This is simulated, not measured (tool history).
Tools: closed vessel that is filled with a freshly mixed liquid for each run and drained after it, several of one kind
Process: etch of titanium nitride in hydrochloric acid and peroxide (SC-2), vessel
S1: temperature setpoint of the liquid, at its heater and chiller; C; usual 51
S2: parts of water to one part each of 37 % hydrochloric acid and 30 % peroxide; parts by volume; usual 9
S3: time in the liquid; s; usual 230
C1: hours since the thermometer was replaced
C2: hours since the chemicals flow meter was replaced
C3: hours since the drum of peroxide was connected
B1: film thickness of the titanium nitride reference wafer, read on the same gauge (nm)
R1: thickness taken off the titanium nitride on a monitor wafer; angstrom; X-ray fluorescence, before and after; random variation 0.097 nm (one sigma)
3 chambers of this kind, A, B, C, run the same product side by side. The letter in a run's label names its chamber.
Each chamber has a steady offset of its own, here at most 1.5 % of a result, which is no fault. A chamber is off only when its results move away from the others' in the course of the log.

run	hour	S1	S2	S3	C1	C2	C3	B1	R1
1C	14.5	51	9	230	208.5	649.3	1004.5	119.97	100.2
2A	25.7	51	9	230	321.7	1409.9	27.7	120	103.44
3B	38.1	51	9	230	564.3	803.3	727.2	120.03	101.02
4C	50.1	51	9	230	244.1	684.9	1040.1	119.97	99.898
5B	59.5	51	9	360	585.7	824.7	748.6	120	155.36
6A	71.6	51	9	360	367.6	1455.8	73.6	120.01	162.35
# hour 78.7: chamber C: new drum of peroxide connected
7B	82.4	51	9	360	608.6	847.6	771.5	120.02	156.02
8A	93.6	51	9	230	389.6	1477.8	95.6	120.05	101.91
9C	102.4	51	9	230	296.4	737.2	23.7	119.97	101.65
# hour 109.5: chamber C: chemicals flow meter replaced
10B	114.8	51	9	230	641	880	803.9	120.02	101.49
11A	128.1	51	9	230	424.1	1512.3	130.1	120.05	102.72
12C	137.2	51	9	230	331.2	27.8	58.5	119.99	99.835
# hour 139.4: chamber B: new drum of peroxide connected
13A	149.6	47	9	365	445.6	1533.8	151.6	120.01	124.74
14C	162.3	47	9	365	356.3	52.9	83.6	119.99	120.13
15B	177.3	47	9	365	703.5	942.5	37.9	120.04	130.87
16B	185.2	51	6	130	711.4	950.4	45.8	120	81.713
17A	199.6	51	6	130	495.6	1583.8	201.6	120.02	79.384
18C	211.7	51	6	130	405.7	102.3	133	120.02	78.715
19C	221.4	51	9	230	415.4	112	142.7	119.97	100.56
20B	233.1	51	9	290	759.3	998.3	93.7	120	140
21A	240.3	51	9	290	536.3	1624.5	242.3	120.02	131.59
22B	253.7	51	9	290	779.9	1018.9	114.3	119.98	140.06
23A	269	51	9	230	565	1653.2	271	120.03	102.35

Next, every chamber runs the same settings. What will each give?
24A	280.6	51	9	230					?
24B	280.6	51	9	230					?
24C	280.6	51	9	230					?

run	R1
24A	102.65
24B	112.37
24C	101.39
